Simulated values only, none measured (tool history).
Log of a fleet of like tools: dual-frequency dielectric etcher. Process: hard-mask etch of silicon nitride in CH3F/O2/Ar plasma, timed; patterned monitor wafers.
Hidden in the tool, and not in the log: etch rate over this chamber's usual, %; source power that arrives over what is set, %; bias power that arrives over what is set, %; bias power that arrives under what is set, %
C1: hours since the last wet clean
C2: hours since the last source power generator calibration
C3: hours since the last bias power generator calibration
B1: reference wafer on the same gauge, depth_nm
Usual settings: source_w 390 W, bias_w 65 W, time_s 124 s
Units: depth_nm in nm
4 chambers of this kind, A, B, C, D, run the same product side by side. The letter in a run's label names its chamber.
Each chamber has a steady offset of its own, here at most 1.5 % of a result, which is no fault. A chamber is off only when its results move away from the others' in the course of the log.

Run 1C, hour 13.5: usual settings; C1 270.1; C2 2124.3; C3 1791.2; B1 78.839. Result: depth_nm 83.972 nm.
Run 2A, hour 23.8: usual settings; C1 273.1; C2 2948.4; C3 389.3; B1 78.857. Result: depth_nm 83.352 nm.
Run 3D, hour 32.6: usual settings; C1 241.5; C2 2759.4; C3 1443.3; B1 78.872. Result: depth_nm 83.909 nm.
Run 4B, hour 46.6: usual settings; C1 218.6; C2 330.3; C3 151.6; B1 78.899. Result: depth_nm 82.406 nm.
Run 5A, hour 58.1: usual settings but bias_w 58 W; C1 307.4; C2 2982.7; C3 423.6; B1 78.915. Result: depth_nm 80.332 nm.
Run 6C, hour 71.2: usual settings but bias_w 58 W; C1 327.8; C2 2182; C3 1848.9; B1 78.916. Result: depth_nm 81.137 nm.
Run 7B, hour 83.1: usual settings but bias_w 58 W; C1 255.1; C2 366.8; C3 188.1; B1 78.969. Result: depth_nm 79.419 nm.
Run 8D, hour 94.9: usual settings but bias_w 58 W; C1 303.8; C2 2821.7; C3 1505.6; B1 78.966. Result: depth_nm 80.728 nm.
Run 9A, hour 101.6: usual settings; C1 350.9; C2 3026.2; C3 467.1; B1 78.986. Result: depth_nm 83.436 nm.
Run 10C, hour 114.8: usual settings; C1 371.4; C2 2225.6; C3 1892.5; B1 79.009. Result: depth_nm 84.372 nm.
Run 11B, hour 122.1: usual settings; C1 294.1; C2 405.8; C3 227.1; B1 79.004. Result: depth_nm 82.713 nm.
Run 12D, hour 131.5: usual settings but time_s 158.5 s; C1 340.4; C2 2858.3; C3 1542.2; B1 79.035. Result: depth_nm 107.01 nm.
Run 13A, hour 144.7: usual settings but time_s 158.5 s; C1 394; C2 3069.3; C3 510.2; B1 79.09. Result: depth_nm 106.98 nm.
Run 14D, hour 155.4: usual settings but time_s 158.5 s; C1 364.3; C2 2882.2; C3 1566.1; B1 79.086. Result: depth_nm 107.36 nm.
Run 15B, hour 165.9: usual settings but time_s 158.5 s; C1 337.9; C2 449.6; C3 270.9; B1 79.089. Result: depth_nm 105.98 nm.
Run 16C, hour 173.4: usual settings; C1 430; C2 2284.2; C3 1951.1; B1 79.134. Result: depth_nm 84.301 nm.
Run 17C, hour 182: usual settings; C1 438.6; C2 2292.8; C3 1959.7; B1 79.091. Result: depth_nm 84.478 nm.
Run 18B, hour 190.8: usual settings; C1 362.8; C2 474.5; C3 295.8; B1 79.131. Result: depth_nm 82.662 nm.
At hour 194.6: chamber C: wet clean of the chamber.
Run 19D, hour 199.6: usual settings but time_s 152.5 s; C1 408.5; C2 2926.4; C3 1610.3; B1 79.16. Result: depth_nm 103.47 nm.
At hour 206.7: chamber A: wet clean of the chamber.
Run 20A, hour 212.5: usual settings but time_s 152.5 s; C1 5.9; C2 3137.1; C3 578; B1 79.169. Result: depth_nm 102.99 nm.
At hour 221.1: chamber C: source power generator calibrated.
Run 21D, hour 224: usual settings but time_s 152.5 s; C1 432.9; C2 2950.8; C3 1634.7; B1 79.203. Result: depth_nm 103.35 nm.
Run 22C, hour 231.9: usual settings but time_s 152.5 s; C1 37.3; C2 10.8; C3 2009.6; B1 79.212. Result: depth_nm 103.89 nm.
At hour 237: chamber B: wet clean of the chamber.
Run 23A, hour 238.6: usual settings; C1 32; C2 3163.2; C3 604.1; B1 79.256. Result: depth_nm 83.622 nm.
Run 24B, hour 252.3: usual settings; C1 15.3; C2 536; C3 357.3; B1 79.241. Result: depth_nm 82.853 nm.

Next, every chamber runs the same settings. What will each give?
Run 25A, hour 262.7: usual settings. Result: depth_nm ?.
Run 25B, hour 262.7: usual settings. Result: depth_nm ?.
Run 25C, hour 262.7: usual settings. Result: depth_nm ?.
Run 25D, hour 262.7: usual settings. Result: depth_nm ?.

run  depth_nm
25A    83.693
25B    83.087
25C     84.62
25D    84.228

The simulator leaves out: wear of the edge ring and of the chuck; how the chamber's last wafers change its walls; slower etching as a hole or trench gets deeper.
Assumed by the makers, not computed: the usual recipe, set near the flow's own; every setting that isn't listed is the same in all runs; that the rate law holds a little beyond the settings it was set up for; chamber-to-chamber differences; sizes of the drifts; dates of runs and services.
